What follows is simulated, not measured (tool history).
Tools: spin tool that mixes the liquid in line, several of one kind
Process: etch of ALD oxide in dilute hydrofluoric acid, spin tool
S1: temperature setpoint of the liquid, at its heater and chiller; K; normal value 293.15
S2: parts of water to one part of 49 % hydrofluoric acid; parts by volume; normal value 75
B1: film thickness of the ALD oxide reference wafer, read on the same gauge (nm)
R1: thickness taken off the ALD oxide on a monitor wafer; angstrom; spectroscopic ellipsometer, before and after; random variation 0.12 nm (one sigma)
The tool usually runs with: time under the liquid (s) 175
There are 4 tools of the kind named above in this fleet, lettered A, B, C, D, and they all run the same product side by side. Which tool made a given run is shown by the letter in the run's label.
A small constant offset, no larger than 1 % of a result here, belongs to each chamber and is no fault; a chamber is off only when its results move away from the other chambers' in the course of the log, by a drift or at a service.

run 1B hour=9.4 | S1=293.15 S2=75 time_under_the_liquid_(s)=175 | B1=129.99 | R1=364.28
run 2D hour=18.6 | S1=293.15 S2=75 time_under_the_liquid_(s)=175 | B1=130.03 | R1=364.48
run 3C hour=29.6 | S1=293.15 S2=75 time_under_the_liquid_(s)=175 | B1=130.01 | R1=363.09
run 4A hour=42.4 | S1=293.15 S2=75 time_under_the_liquid_(s)=175 | B1=130.00 | R1=359.95
run 5B hour=50.8 | S1=293.15 S2=75 time_under_the_liquid_(s)=175 | B1=130.00 | R1=364.21
run 6D hour=57.0 | S1=293.15 S2=75 time_under_the_liquid_(s)=175 | B1=130.00 | R1=360.92
run 7A hour=67.0 | S1=293.15 S2=75 time_under_the_liquid_(s)=175 | B1=130.00 | R1=358.75
run 8C hour=79.8 | S1=293.15 S2=75 time_under_the_liquid_(s)=175 | B1=130.01 | R1=362.11
run 9D hour=91.5 | S1=293.15 S2=75 time_under_the_liquid_(s)=175 | B1=130.00 | R1=362.95
run 10A hour=100.7 | S1=293.15 S2=75 time_under_the_liquid_(s)=175 | B1=130.02 | R1=362.03
run 11C hour=111.3 | S1=293.15 S2=75 time_under_the_liquid_(s)=175 | B1=129.97 | R1=362.02
run 12B hour=120.1 | S1=293.15 S2=75 time_under_the_liquid_(s)=175 | B1=130.00 | R1=364.45
run 13B hour=130.6 | S1=293.15 S2=75 time_under_the_liquid_(s)=280 | B1=130.00 | R1=584.67
run 14D hour=137.6 | S1=293.15 S2=75 time_under_the_liquid_(s)=280 | B1=130.00 | R1=581.72
run 15A hour=144.2 | S1=293.15 S2=75 time_under_the_liquid_(s)=280 | B1=129.98 | R1=581.04
run 16C hour=156.0 | S1=293.15 S2=75 time_under_the_liquid_(s)=280 | B1=130.01 | R1=579.63
run 17A hour=166.3 | S1=293.15 S2=75 time_under_the_liquid_(s)=175 | B1=130.01 | R1=359.26
run 18B hour=179.7 | S1=293.15 S2=75 time_under_the_liquid_(s)=175 | B1=130.00 | R1=361.71
run 19C hour=186.5 | S1=293.15 S2=75 time_under_the_liquid_(s)=175 | B1=130.01 | R1=358.58
-- hour=191.5 chamber D: hydrofluoric acid flow meter replaced
run 20D hour=198.1 | S1=293.15 S2=75 time_under_the_liquid_(s)=175 | B1=129.99 | R1=361.79
run 21D hour=206.0 | S1=293.15 S2=75 time_under_the_liquid_(s)=175 | B1=130.01 | R1=361.64
run 22B hour=216.8 | S1=293.15 S2=75 time_under_the_liquid_(s)=175 | B1=130.00 | R1=363.44
-- hour=226.4 chamber A: thermometer replaced
run 23A hour=230.2 | S1=293.15 S2=75 time_under_the_liquid_(s)=175 | B1=130.00 | R1=360.40
run 24C hour=239.3 | S1=293.15 S2=75 time_under_the_liquid_(s)=175 | B1=129.99 | R1=358.98
run 25D hour=249.6 | S1=293.15 S2=75 time_under_the_liquid_(s)=175 | B1=130.00 | R1=363.53
run 26A hour=260.8 | S1=293.15 S2=75 time_under_the_liquid_(s)=175 | B1=130.02 | R1=361.45
run 27B hour=269.4 | S1=293.15 S2=75 time_under_the_liquid_(s)=175 | B1=129.98 | R1=363.71
run 28C hour=279.5 | S1=293.15 S2=75 time_under_the_liquid_(s)=175 | B1=129.99 | R1=356.86
run 29A hour=289.1 | S1=293.15 S2=75 time_under_the_liquid_(s)=175 | B1=130.00 | R1=361.17
run 30C hour=298.4 | S1=293.15 S2=75 time_under_the_liquid_(s)=175 | B1=130.01 | R1=356.72
run 31D hour=310.2 | S1=293.15 S2=75 time_under_the_liquid_(s)=175 | B1=130.00 | R1=364.01
run 32B hour=321.2 | S1=293.15 S2=75 time_under_the_liquid_(s)=175 | B1=129.99 | R1=360.44
run 33B hour=332.4 | S1=293.15 S2=75 time_under_the_liquid_(s)=175 | B1=130.00 | R1=360.42
run 34D hour=342.0 | S1=293.15 S2=75 time_under_the_liquid_(s)=175 | B1=130.00 | R1=363.33
run 35A hour=354.1 | S1=293.15 S2=75 time_under_the_liquid_(s)=175 | B1=130.00 | R1=360.93
run 36C hour=365.5 | S1=293.15 S2=75 time_under_the_liquid_(s)=175 | B1=130.00 | R1=351.65
run 37D hour=372.8 | S1=293.15 S2=75 time_under_the_liquid_(s)=175 | B1=130.03 | R1=361.11
run 38B hour=384.0 | S1=293.15 S2=75 time_under_the_liquid_(s)=175 | B1=129.98 | R1=363.78
run 39A hour=393.1 | S1=290.15 S2=45 time_under_the_liquid_(s)=175 | B1=130.02 | R1=543.82
-- hour=399.2 chamber B: hydrofluoric acid flow meter replaced
run 40C hour=400.1 | S1=290.15 S2=45 time_under_the_liquid_(s)=175 | B1=130.00 | R1=532.11
run 41A hour=409.1 | S1=290.15 S2=45 time_under_the_liquid_(s)=175 | B1=129.99 | R1=543.31
run 42C hour=418.0 | S1=290.15 S2=45 time_under_the_liquid_(s)=175 | B1=130.00 | R1=531.07
run 43B hour=425.4 | S1=293.15 S2=75 time_under_the_liquid_(s)=175 | B1=130.01 | R1=361.78

Read the log: is a single chamber off, either drifting away or since a service, is the gauge that measures every chamber drifting, or is nothing wrong beyond small per-chamber offsets? Name any odd chamber and what most likely caused it.

It is chamber C that slowly wanders off from its peers.
Most likely cause: hydrofluoric acid flow below the setpoint (%) = 2.41.
The log might look much the same if the cause were instead: liquid colder than its thermometer reads (K).

Here are 4 candidates for chamber C's next run, each the usual settings with a change, their results left as question marks. Which one brings its results back in line with what the others give on the usual settings?
In line means no further than this from the other chambers' mean on the usual settings: R1 4.30 angstrom
run 44C-1 hour=435.3 | S1=292.15 S2=75 time_under_the_liquid_(s)=175 | R1=?
run 44C-2 hour=435.3 | S1=294.15 S2=75 time_under_the_liquid_(s)=175 | R1=?
run 44C-3 hour=435.3 | S1=293.15 S2=75 time_under_the_liquid_(s)=180 | R1=?
run 44C-4 hour=435.3 | S1=292.65 S2=75 time_under_the_liquid_(s)=175 | R1=?

What the other chambers average on the usual settings: R1 361.57 angstrom
run=44C-1 R1=339.04
run=44C-2 R1=368.84
run=44C-3 R1=363.80
run=44C-4 R1=346.23
It is 44C-3 that realigns the chamber with its peers.
